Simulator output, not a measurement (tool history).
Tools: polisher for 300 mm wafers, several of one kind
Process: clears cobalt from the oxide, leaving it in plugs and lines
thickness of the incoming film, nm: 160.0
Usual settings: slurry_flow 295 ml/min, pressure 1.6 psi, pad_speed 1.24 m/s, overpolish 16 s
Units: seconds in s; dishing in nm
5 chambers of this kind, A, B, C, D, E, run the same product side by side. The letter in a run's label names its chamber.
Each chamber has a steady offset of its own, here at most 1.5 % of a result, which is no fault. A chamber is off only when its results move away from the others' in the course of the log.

run   hour  slurry_flow  pressure  pad_speed  overpolish  wafers polished on this pad  hours since the slurry nozzle was cleaned  hours since the head pressure was calibrated  seconds  dishing
 1C   15.1          295       1.6       1.24          16                          997                                      143.8                                         534.1   35.426    42.27
      17.6  -- chamber B: worn pad replaced by a new one
      23.2  -- chamber D: worn pad replaced by a new one
 2E   24.3          295       1.6       1.24          16                          448                                       25.3                                         411.6   34.231   42.695
 3B   39.6          295       1.6       1.24          16                          158                                        345                                         188.7   34.972   41.425
 4A   47.5          295       1.6       1.24          16                          640                                      349.9                                         357.1   35.058   40.657
 5D     57          370       1.6       1.24          16                          242                                      336.5                                         663.1   34.368   42.153
      58.9  -- chamber E: worn pad replaced by a new one
 6D   66.8          370       1.6       1.24          16                          312                                      346.3                                         672.9   34.309   42.487
        68  -- chamber A: worn pad replaced by a new one
      72.3  -- chamber C: worn pad replaced by a new one
 7E   73.7          370       1.6       1.24          16                          106                                       74.7                                           461   33.441   43.061
      77.1  -- chamber B: slurry nozzle cleaned
 8A   87.4          370       1.6       1.24          16                          139                                      389.8                                           397   34.416   42.495
 9B   97.4          370       1.6       1.24          16                          572                                       20.4                                         246.5   34.321   43.191
10C  106.1          295       1.8       1.24           7                          242                                      234.8                                         625.1   30.028   26.449
11B  113.9          295       1.8       1.24           7                          690                                       36.9                                           263   31.692   27.441
12E    127          295       1.8       1.24           7                          488                                        128                                         514.3   29.884    27.19
     127.1  -- chamber D: worn pad replaced by a new one
     133.9  -- chamber E: head pressure recalibrated
13C  135.8          295       1.8       1.24           7                          455                                      264.5                                         654.8   30.698   27.681
14A  147.8          295       1.8       1.24           7                          572                                      450.2                                         457.4   30.799    26.72
     159.1  -- chamber B: head pressure recalibrated
15D  163.2          295       1.6       1.24          16                          258                                      442.7                                         769.3   36.497    39.96
16D  169.9          295       1.6       1.24          16                          306                                      449.4                                           776   36.005   41.713
     178.9  -- chamber A: worn pad replaced by a new one
     179.8  -- chamber E: worn pad replaced by a new one
17C  180.2          295       1.6       1.24          16                          773                                      308.9                                         699.2   35.136   41.035
18B  194.9          295       1.6       1.24          16                         1271                                      117.9                                          35.9   35.428   40.939
       199  -- chamber B: worn pad replaced by a new one
19A  206.1          295       1.6       1.24          16                          195                                      508.5                                         515.7   34.769   40.256
     219.5  -- chamber D: worn pad replaced by a new one
20E  220.2          295       1.6       1.24          16                          289                                      221.2                                          86.4   35.093   42.331
21C  228.3          295       1.6       1.24          16                         1117                                        357                                         747.3   34.166   42.189
22E  238.8          295       1.6       1.24          16                          423                                      239.8                                           105    33.89   41.407
     241.6  -- chamber C: worn pad replaced by a new one
23B  250.6          295       1.6       1.24          16                          369                                      173.6                                          91.6   33.024    42.14
24A  264.7          295       1.6       1.24          16                          615                                      567.1                                         574.3   34.769   41.625
25D  275.3          295       1.6       1.24          16                          400                                      554.8                                         881.4   36.425   40.609
     283.7  -- chamber E: worn pad replaced by a new one
26B  285.5          295       1.6       1.24          16                          620                                      208.5                                         126.5   34.278   41.662
27A  296.1          295       1.6       1.24          16                          840                                      598.5                                         605.7   35.543   41.275
     302.3  -- chamber A: worn pad replaced by a new one
28E    306          215       1.3       1.24          16                          160                                        307                                         172.2   42.191   35.976
     312.1  -- chamber A: slurry nozzle cleaned
29D    313          215       1.3       1.24          16                          670                                      592.5                                         919.1   48.512    35.68
     318.1  -- chamber E: slurry nozzle cleaned
       320  -- chamber D: worn pad replaced by a new one
30C  325.4          215       1.3       1.24          16                          600                                      454.1                                         844.4   44.272   38.128
31B  340.7          215       1.3       1.24          16                         1015                                      263.7                                         181.7   45.537   37.687
32E    349          215       1.3       1.24          16                          468                                         31                                         215.2   42.856   36.066
     355.8  -- chamber B: worn pad replaced by a new one
     359.7  -- chamber C: head pressure recalibrated
33D  360.1          295       1.6       1.24          16                          287                                      639.6                                         966.2   37.491   39.286
34C  370.6          295       1.6       1.24          16                          924                                      499.3                                          10.9   34.777   41.583
35A    385          295       1.2       1.24          20                          592                                       72.9                                         694.6   45.691   40.367
     388.5  -- chamber E: worn pad replaced by a new one
36B  398.9          295       1.2       1.24          20                          309                                      321.9                                         239.9   46.724   41.216
     408.3  -- chamber D: worn pad replaced by a new one
37E  412.9          295       1.2       1.24          20                          175                                       94.9                                         279.1   44.345   40.548
38D    423          295       1.2       1.24          20                          105                                      702.5                                        1029.1   52.347   37.633

All 5 chambers run these settings next. Forecast each chamber's results:
39A  434.1          295       1.6       1.24          16                                                                                                                              ?        ?
39B  434.1          295       1.6       1.24          16                                                                                                                              ?        ?
39C  434.1          295       1.6       1.24          16                                                                                                                              ?        ?
39D  434.1          295       1.6       1.24          16                                                                                                                              ?        ?
39E  434.1          295       1.6       1.24          16                                                                                                                              ?        ?

run  seconds  dishing
39A   35.846   40.455
39B   35.506   41.539
39C   35.748    41.69
39D   37.917   40.179
39E   35.195   41.116
